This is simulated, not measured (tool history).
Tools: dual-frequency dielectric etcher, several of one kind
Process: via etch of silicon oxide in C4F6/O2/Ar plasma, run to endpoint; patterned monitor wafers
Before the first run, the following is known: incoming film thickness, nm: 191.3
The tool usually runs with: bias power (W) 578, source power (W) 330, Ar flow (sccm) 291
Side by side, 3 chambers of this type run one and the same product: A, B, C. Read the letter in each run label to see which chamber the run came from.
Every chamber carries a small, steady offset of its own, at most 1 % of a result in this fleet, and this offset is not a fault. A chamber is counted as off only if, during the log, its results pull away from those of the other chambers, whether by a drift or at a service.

run 1B hour=13.7 | bias_power_(W)=578 source_power_(W)=330 Ar_flow_(sccm)=291 | endpoint_time_(s)=42.476
run 2A hour=23.5 | bias_power_(W)=578 source_power_(W)=330 Ar_flow_(sccm)=291 | endpoint_time_(s)=42.307
run 3C hour=36.6 | bias_power_(W)=578 source_power_(W)=330 Ar_flow_(sccm)=291 | endpoint_time_(s)=42.406
-- hour=43.8 chamber B: bias power generator calibrated
run 4C hour=46.5 | bias_power_(W)=578 source_power_(W)=330 Ar_flow_(sccm)=291 | endpoint_time_(s)=42.28
run 5B hour=56.6 | bias_power_(W)=578 source_power_(W)=330 Ar_flow_(sccm)=291 | endpoint_time_(s)=43.153
run 6A hour=64 | bias_power_(W)=578 source_power_(W)=330 Ar_flow_(sccm)=291 | endpoint_time_(s)=42.755
run 7B hour=74.1 | bias_power_(W)=578 source_power_(W)=330 Ar_flow_(sccm)=291 | endpoint_time_(s)=42.849
run 8A hour=80.4 | bias_power_(W)=578 source_power_(W)=330 Ar_flow_(sccm)=291 | endpoint_time_(s)=42.218
-- hour=84.2 chamber B: wet clean of the chamber
run 9C hour=89.4 | bias_power_(W)=578 source_power_(W)=330 Ar_flow_(sccm)=291 | endpoint_time_(s)=42.87
-- hour=95.7 chamber A: Ar flow controller replaced
run 10C hour=101.1 | bias_power_(W)=578 source_power_(W)=330 Ar_flow_(sccm)=291 | endpoint_time_(s)=42.657
run 11B hour=110.9 | bias_power_(W)=578 source_power_(W)=330 Ar_flow_(sccm)=291 | endpoint_time_(s)=42.328
run 12A hour=120.1 | bias_power_(W)=578 source_power_(W)=330 Ar_flow_(sccm)=291 | endpoint_time_(s)=41.851
run 13C hour=132.8 | bias_power_(W)=578 source_power_(W)=330 Ar_flow_(sccm)=291 | endpoint_time_(s)=43.056
run 14B hour=142.4 | bias_power_(W)=578 source_power_(W)=330 Ar_flow_(sccm)=291 | endpoint_time_(s)=42.496
run 15A hour=153 | bias_power_(W)=530 source_power_(W)=330 Ar_flow_(sccm)=248 | endpoint_time_(s)=42.396
run 16B hour=164.2 | bias_power_(W)=530 source_power_(W)=330 Ar_flow_(sccm)=248 | endpoint_time_(s)=42.789
run 17A hour=172.6 | bias_power_(W)=530 source_power_(W)=330 Ar_flow_(sccm)=248 | endpoint_time_(s)=41.185
run 18C hour=186.1 | bias_power_(W)=578 source_power_(W)=330 Ar_flow_(sccm)=291 | endpoint_time_(s)=41.956
run 19B hour=192.3 | bias_power_(W)=578 source_power_(W)=330 Ar_flow_(sccm)=291 | endpoint_time_(s)=42.49
run 20A hour=201.3 | bias_power_(W)=578 source_power_(W)=330 Ar_flow_(sccm)=291 | endpoint_time_(s)=40.501
run 21C hour=214.6 | bias_power_(W)=578 source_power_(W)=330 Ar_flow_(sccm)=291 | endpoint_time_(s)=42.944
run 22B hour=227.3 | bias_power_(W)=578 source_power_(W)=330 Ar_flow_(sccm)=291 | endpoint_time_(s)=42.686
run 23C hour=238.8 | bias_power_(W)=578 source_power_(W)=330 Ar_flow_(sccm)=291 | endpoint_time_(s)=42.6
run 24A hour=252.6 | bias_power_(W)=578 source_power_(W)=350 Ar_flow_(sccm)=252 | endpoint_time_(s)=38.884
run 25B hour=259.7 | bias_power_(W)=578 source_power_(W)=350 Ar_flow_(sccm)=252 | endpoint_time_(s)=41.18

Decide between three cases: one chamber stands off from its peers, the gauge reading all wafers drifts, or nothing is wrong past each chamber's small offset. Where a chamber is off, say which and what most likely put it there.

Little by little, chamber A moves away from the other chambers.
Most likely cause: etch rate over this chamber's usual, % = 5.47.

Here are 4 candidates for chamber A's next run, each the usual settings with a change, their results left as question marks. Which one brings its results back in line with what the others give on the usual settings?
A result is in line if it is within this distance of the other chambers' mean on the usual settings: endpoint time (s) 1.3
run 26A-1 hour=270 | bias_power_(W)=623 source_power_(W)=350 Ar_flow_(sccm)=284 | endpoint_time_(s)=?
run 26A-2 hour=270 | bias_power_(W)=501 source_power_(W)=290 Ar_flow_(sccm)=302 | endpoint_time_(s)=?
run 26A-3 hour=270 | bias_power_(W)=533 source_power_(W)=310 Ar_flow_(sccm)=298 | endpoint_time_(s)=?
run 26A-4 hour=270 | bias_power_(W)=670 source_power_(W)=380 Ar_flow_(sccm)=291 | endpoint_time_(s)=?

Other chambers, usual settings, mean: endpoint time (s) 42.615
run=26A-1 endpoint_time_(s)=37.945
run=26A-2 endpoint_time_(s)=44.497
run=26A-3 endpoint_time_(s)=42.344
run=26A-4 endpoint_time_(s)=35.892
The right change is 26A-3: it brings the chamber back within the allowed miss of the others.
